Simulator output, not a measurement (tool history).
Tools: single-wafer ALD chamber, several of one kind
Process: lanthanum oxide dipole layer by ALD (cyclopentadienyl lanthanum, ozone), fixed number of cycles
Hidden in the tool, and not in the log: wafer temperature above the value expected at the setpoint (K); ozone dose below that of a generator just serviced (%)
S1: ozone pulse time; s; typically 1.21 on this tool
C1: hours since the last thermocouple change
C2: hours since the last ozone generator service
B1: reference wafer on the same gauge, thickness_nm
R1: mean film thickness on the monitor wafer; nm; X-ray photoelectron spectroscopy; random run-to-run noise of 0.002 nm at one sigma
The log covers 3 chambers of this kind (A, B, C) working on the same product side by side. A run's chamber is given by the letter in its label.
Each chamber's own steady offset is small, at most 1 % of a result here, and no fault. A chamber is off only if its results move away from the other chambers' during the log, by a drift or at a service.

run,hour,S1,C1,C2,B1,R1
1B,8.7,1.21,1275.5,546,0.52449,0.52877
2C,18.4,1.21,125.5,274.3,0.52566,0.5288
3A,24.1,1.21,182.9,275.6,0.52461,0.52931
4B,30.1,1.21,1296.9,567.4,0.52483,0.53114
# hour 37.1: chamber B: ozone generator serviced
5C,37.4,1.21,144.5,293.3,0.52464,0.53006
6A,43.6,1.51,202.4,295.1,0.52514,0.55195
7C,51.2,1.51,158.3,307.1,0.52504,0.55103
8B,58,1.51,1324.8,21,0.5251,0.55477
9A,68.8,1.21,227.6,320.3,0.52476,0.52628
10C,75.2,1.21,182.3,331.1,0.52486,0.5301
11A,83.8,1.21,242.6,335.3,0.52534,0.52821
12B,93.7,1.21,1360.5,56.7,0.52485,0.53077
13B,101.9,1.21,1368.7,64.9,0.52522,0.53153
14A,109.7,1.21,268.5,361.2,0.52527,0.52468
15C,115.7,1.21,222.8,371.6,0.52472,0.52561
16C,122.2,1.54,229.3,378.1,0.52487,0.54821
17B,132.5,1.54,1399.3,95.5,0.52495,0.5605
18A,137.9,1.54,296.7,389.4,0.52542,0.55479
19B,143.7,1.21,1410.5,106.7,0.52489,0.52958
20C,149.4,1.21,256.5,405.3,0.52528,0.51564
21A,158.4,1.21,317.2,409.9,0.5255,0.52607
22C,165.9,1.21,273,421.8,0.52478,0.51441
23A,173.9,1.21,332.7,425.4,0.52534,0.52615
24B,179.4,1.21,1446.2,142.4,0.5252,0.53217
25B,186.1,1.21,1452.9,149.1,0.52498,0.53191
26C,195.3,1.21,302.4,451.2,0.5253,0.51175
27A,203.1,1.21,361.9,454.6,0.5251,0.52965

Predict what each chamber gives when all 3 of them run the settings below next.
28A,210.9,0.93,,,,?
28B,210.9,0.93,,,,?
28C,210.9,0.93,,,,?

run,R1
28A,0.4891
28B,0.48948
28C,0.46691
